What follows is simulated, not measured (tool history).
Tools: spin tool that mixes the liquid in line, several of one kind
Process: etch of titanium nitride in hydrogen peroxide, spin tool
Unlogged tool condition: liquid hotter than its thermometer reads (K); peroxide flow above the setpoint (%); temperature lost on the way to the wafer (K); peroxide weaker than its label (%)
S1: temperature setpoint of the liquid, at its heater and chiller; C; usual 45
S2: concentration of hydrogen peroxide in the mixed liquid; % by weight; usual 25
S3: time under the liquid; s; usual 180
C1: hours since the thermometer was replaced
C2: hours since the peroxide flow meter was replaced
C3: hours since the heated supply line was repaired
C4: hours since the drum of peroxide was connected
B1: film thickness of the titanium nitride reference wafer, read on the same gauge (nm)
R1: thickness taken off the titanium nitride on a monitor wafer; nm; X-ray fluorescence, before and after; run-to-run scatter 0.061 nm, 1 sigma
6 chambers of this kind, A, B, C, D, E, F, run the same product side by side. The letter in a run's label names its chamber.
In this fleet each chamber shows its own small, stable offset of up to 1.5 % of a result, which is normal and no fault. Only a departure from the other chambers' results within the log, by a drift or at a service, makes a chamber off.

run	hour	S1	S2	S3	C1	C2	C3	C4	B1	R1
1E	7.9	45	25	180	1433.4	710.9	1777.0	521.1	69.988	9.6874
2A	19.4	45	25	180	949.7	247.5	1456.2	68.7	70.018	9.6712
3B	28.7	45	25	180	106.4	56.1	2418.8	99.6	69.985	9.7357
4D	38.7	45	25	180	141.6	1162.6	1615.5	410.1	69.945	9.7291
5F	44.4	45	25	180	1575.8	496.3	237.5	279.7	70.063	9.7831
6C	55.4	45	25	180	64.2	592.5	1642.3	96.4	70.016	9.6920
7E	62.6	45	25	180	1488.1	765.6	1831.7	575.8	69.984	9.6842
8F	70.1	45	25	80	1601.5	522.0	263.2	305.4	70.007	4.3427
9B	82.1	45	25	80	159.8	109.5	2472.2	153.0	69.955	4.3798
10A	89.8	45	25	80	1020.1	317.9	1526.6	139.1	69.977	4.3008
# hour 91.1: chamber F: new drum of peroxide connected
11D	97.7	45	25	80	200.6	1221.6	1674.5	469.1	69.995	4.3216
12C	105.4	45	25	80	114.2	642.5	1692.3	146.4	69.974	4.2716
13B	115.5	45	25	80	193.2	142.9	2505.6	186.4	69.985	4.3381
14D	121.4	45	25	180	224.3	1245.3	1698.2	492.8	70.005	9.7320
15F	126.9	45	25	180	1658.3	578.8	320.0	35.9	70.003	9.6897
16E	137.5	45	25	180	1563.0	840.5	1906.6	650.7	69.997	9.8266
17C	148.6	45	25	180	157.4	685.7	1735.5	189.6	69.979	9.6398
18A	157.1	45	25	180	1087.4	385.2	1593.9	206.4	70.012	9.6987
# hour 165.0: chamber D: new drum of peroxide connected
19A	165.7	45	25	180	1096.0	393.8	1602.5	215.0	69.957	9.7454
20D	177.7	45	25	180	280.6	1301.6	1754.5	12.7	70.014	9.4125
21F	188.7	45	25	180	1720.1	640.6	381.8	97.7	69.960	9.7840
22E	197.9	45	25	180	1623.4	900.9	1967.0	711.1	70.032	9.8453
23B	205.7	45	25	180	283.4	233.1	2595.8	276.6	69.950	9.6206
24C	215.8	45	25	180	224.6	752.9	1802.7	256.8	69.982	9.5119
25A	224.9	45	25	180	1155.2	453.0	1661.7	274.2	69.966	9.7412
26D	237.0	45	25	180	339.9	1360.9	1813.8	72.0	70.014	9.2929
# hour 240.8: chamber B: new drum of peroxide connected
27B	242.7	45	25	180	320.4	270.1	2632.8	1.9	69.999	9.8165
# hour 248.2: chamber C: peroxide flow meter replaced
28E	254.9	45	25	180	1680.4	957.9	2024.0	768.1	70.030	9.7286
# hour 259.7: chamber A: peroxide flow meter replaced
29F	260.6	45	25	180	1792.0	712.5	453.7	169.6	69.974	9.6899
30C	268.8	45	25	180	277.6	20.7	1855.7	309.8	70.051	9.6019
31A	276.4	45	25	180	1206.7	16.8	1713.2	325.7	70.039	9.7940
32C	281.9	45	25	180	290.7	33.8	1868.8	322.9	70.036	9.6019
33B	293.8	45	25	180	371.5	321.2	2683.9	53.0	70.009	9.8453
34F	300.3	45	25	180	1831.7	752.2	493.4	209.3	70.015	9.7536
35D	309.2	45	25	180	412.1	1433.1	1886.0	144.2	70.000	9.1113
36E	314.6	45	25	180	1740.1	1017.6	2083.7	827.8	70.018	9.7051
37E	322.6	45	25	180	1748.1	1025.6	2091.7	835.8	70.004	9.7044
38F	328.5	45	25	180	1859.9	780.4	521.6	237.5	69.970	9.7886

Decide between three cases: one chamber stands off from its peers, the gauge reading all wafers drifts, or nothing is wrong past each chamber's small offset. Where a chamber is off, say which and what most likely put it there.

One chamber, D, drifts off from the rest bit by bit.
What lies behind it: temperature lost on the way to the wafer (K) = 0.942.
It could be hard to tell apart here from: liquid colder than its thermometer reads (K).

Below are 4 candidate recipes for chamber D's next run, each the usual settings with a change, their results shown as question marks. Which of them brings D's results back in line with what the other chambers give on the usual settings?
In line here means within this much of the mean the other chambers give on the usual settings: R1 0.2100 nm
39D-1	337.3	44	25	170						?
39D-2	337.3	46	25	180						?
39D-3	337.3	45	25	205						?
39D-4	337.3	45	18	180						?

On the usual settings, the other chambers give on average: R1 9.7201 nm
run	R1
39D-1	7.9104
39D-2	9.7085
39D-3	10.2680
39D-4	8.3902
Change 39D-2 lands the chamber within the allowed miss of the other chambers.

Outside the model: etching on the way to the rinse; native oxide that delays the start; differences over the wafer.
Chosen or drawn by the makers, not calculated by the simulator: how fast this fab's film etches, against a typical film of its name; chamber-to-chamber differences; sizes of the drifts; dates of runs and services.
